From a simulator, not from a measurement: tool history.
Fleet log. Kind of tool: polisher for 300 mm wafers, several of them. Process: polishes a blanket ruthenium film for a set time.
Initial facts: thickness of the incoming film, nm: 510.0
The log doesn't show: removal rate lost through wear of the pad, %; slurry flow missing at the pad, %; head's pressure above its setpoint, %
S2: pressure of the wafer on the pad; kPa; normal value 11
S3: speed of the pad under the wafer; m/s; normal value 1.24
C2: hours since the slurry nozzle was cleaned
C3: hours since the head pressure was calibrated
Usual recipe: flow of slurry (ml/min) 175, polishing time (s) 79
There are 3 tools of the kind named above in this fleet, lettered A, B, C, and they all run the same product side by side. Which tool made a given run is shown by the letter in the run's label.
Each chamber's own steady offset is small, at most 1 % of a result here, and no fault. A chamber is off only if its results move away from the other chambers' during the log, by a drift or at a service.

Run 1C, day 0.383: usual settings; wafers polished on this pad 632; C2 90.5; C3 931.4. Result: film removed (Å) 714.94.
Run 2B, day 0.721: usual settings; wafers polished on this pad 836; C2 374.2; C3 497.9. Result: film removed (Å) 704.34.
Run 3A, day 1.196: usual settings; wafers polished on this pad 812; C2 235.6; C3 219.6. Result: film removed (Å) 721.
Run 4A, day 1.671: usual settings; wafers polished on this pad 900; C2 247; C3 231. Result: film removed (Å) 693.01.
Run 5B, day 2.054: usual settings; wafers polished on this pad 1082; C2 406.2; C3 529.9. Result: film removed (Å) 702.3.
Run 6C, day 2.354: usual settings; wafers polished on this pad 996; C2 137.8; C3 978.7. Result: film removed (Å) 713.72.
Run 7C, day 2.717: usual settings; wafers polished on this pad 1063; C2 146.5; C3 987.4. Result: film removed (Å) 721.84.
Run 8A, day 3.042: usual settings; wafers polished on this pad 1153; C2 279.9; C3 263.9. Result: film removed (Å) 704.23.
At day 3.45: chamber C: worn pad replaced by a new one.
Run 9B, day 3.546: usual settings; wafers polished on this pad 1358; C2 442; C3 565.7. Result: film removed (Å) 708.82.
Run 10B, day 3.862: usual settings; wafers polished on this pad 1417; C2 449.6; C3 573.3. Result: film removed (Å) 712.64.
At day 3.938: chamber C: head pressure recalibrated.
At day 4.233: chamber A: worn pad replaced by a new one.
Run 11C, day 4.233: usual settings; wafers polished on this pad 145; C2 182.9; C3 7.1. Result: film removed (Å) 703.91.
Run 12A, day 4.546: usual settings; wafers polished on this pad 58; C2 316; C3 300. Result: film removed (Å) 711.74.
Run 13A, day 4.904: usual settings; wafers polished on this pad 124; C2 324.6; C3 308.6. Result: film removed (Å) 733.28.
Run 14B, day 5.308: usual settings; wafers polished on this pad 1684; C2 484.3; C3 608. Result: film removed (Å) 698.62.
Run 15C, day 5.667: usual settings; wafers polished on this pad 410; C2 217.3; C3 41.5. Result: film removed (Å) 705.59.
Run 16B, day 5.971: usual settings; wafers polished on this pad 1807; C2 500.2; C3 623.9. Result: film removed (Å) 685.66.
Run 17C, day 6.35: usual settings but S3 1.64 m/s, polishing time (s) 54; wafers polished on this pad 537; C2 233.7; C3 57.9. Result: film removed (Å) 644.02.
Run 18A, day 6.671: usual settings but S3 1.64 m/s, polishing time (s) 54; wafers polished on this pad 451; C2 367; C3 351. Result: film removed (Å) 636.03.
Run 19B, day 6.925: usual settings but S3 1.64 m/s, polishing time (s) 54; wafers polished on this pad 1983; C2 523.1; C3 646.8. Result: film removed (Å) 615.59.
Run 20A, day 7.204: usual settings; wafers polished on this pad 549; C2 379.8; C3 363.8. Result: film removed (Å) 718.14.
Run 21C, day 7.567: usual settings; wafers polished on this pad 762; C2 262.9; C3 87.1. Result: film removed (Å) 714.21.
Run 22A, day 8.038: usual settings; wafers polished on this pad 703; C2 399.8; C3 383.8. Result: film removed (Å) 718.84.
Run 23B, day 8.392: usual settings; wafers polished on this pad 2255; C2 558.3; C3 682. Result: film removed (Å) 678.34.
Run 24C, day 8.925: usual settings; wafers polished on this pad 1013; C2 295.5; C3 119.7. Result: film removed (Å) 698.93.
Run 25C, day 9.492: usual settings; wafers polished on this pad 1118; C2 309.1; C3 133.3. Result: film removed (Å) 700.76.
Run 26B, day 9.892: usual settings but S3 0.86 m/s; wafers polished on this pad 2532; C2 594.3; C3 718. Result: film removed (Å) 468.97.
At day 9.904: chamber C: worn pad replaced by a new one.
Run 27A, day 10.454: usual settings but S3 0.86 m/s; wafers polished on this pad 1150; C2 457.8; C3 441.8. Result: film removed (Å) 498.73.
At day 10.688: chamber A: slurry nozzle cleaned.
Run 28B, day 10.912: usual settings but S3 0.86 m/s; wafers polished on this pad 2721; C2 618.8; C3 742.5. Result: film removed (Å) 463.38.
Run 29C, day 11.433: usual settings; wafers polished on this pad 283; C2 355.7; C3 179.9. Result: film removed (Å) 707.92.
At day 11.55: chamber A: worn pad replaced by a new one.
Run 30A, day 11.783: usual settings; wafers polished on this pad 43; C2 26.4; C3 473.7. Result: film removed (Å) 702.96.
Run 31C, day 12.171: usual settings; wafers polished on this pad 419; C2 373.4; C3 197.6. Result: film removed (Å) 734.47.
Run 32B, day 12.683: usual settings; wafers polished on this pad 3048; C2 661.3; C3 785. Result: film removed (Å) 638.42.
Run 33A, day 13.017: usual settings; wafers polished on this pad 271; C2 56; C3 503.3. Result: film removed (Å) 697.73.
Run 34B, day 13.375: usual settings; wafers polished on this pad 3176; C2 677.9; C3 801.6. Result: film removed (Å) 641.14.
Run 35A, day 13.642: usual settings; wafers polished on this pad 387; C2 71; C3 518.3. Result: film removed (Å) 712.36.
Run 36C, day 13.9: usual settings; wafers polished on this pad 739; C2 414.9; C3 239.1. Result: film removed (Å) 721.97.

Is one chamber off against the others, does the gauge drift, or is nothing wrong? If a chamber is off, say which, and what the likeliest cause is.

Little by little, chamber B moves away from the other chambers.
What lies behind it: removal rate lost through wear of the pad, % = 9.67.
The log might look much the same if the cause were instead: slurry flow missing at the pad, %; head's pressure below its setpoint, %.

Chamber B could run next with any of the 4 candidate recipes listed below; each alters the usual settings, and their results appear as question marks. Which one brings its results back in line with what the other chambers deliver on the usual settings?
Maximum distance from the other chambers' mean on the usual settings for a result to count as in line: film removed (Å) 33
Run 37B-1, day 14.325: usual settings but flow of slurry (ml/min) 180, S3 1.38 m/s. Result: film removed (Å) ?.
Run 37B-2, day 14.325: usual settings but S2 10.3 kPa, S3 1.2 m/s, polishing time (s) 77. Result: film removed (Å) ?.
Run 37B-3, day 14.325: usual settings but polishing time (s) 95. Result: film removed (Å) ?.
Run 37B-4, day 14.325: usual settings but S2 10.3 kPa, S3 1.16 m/s, polishing time (s) 74. Result: film removed (Å) ?.

Usual-settings mean across the other chambers: film removed (Å) 710.65
  run  film removed (Å)
37B-1            714.86
37B-2            566.06
37B-3            770.16
37B-4            526.15
Change 37B-1 lands the chamber within the allowed miss of the other chambers.
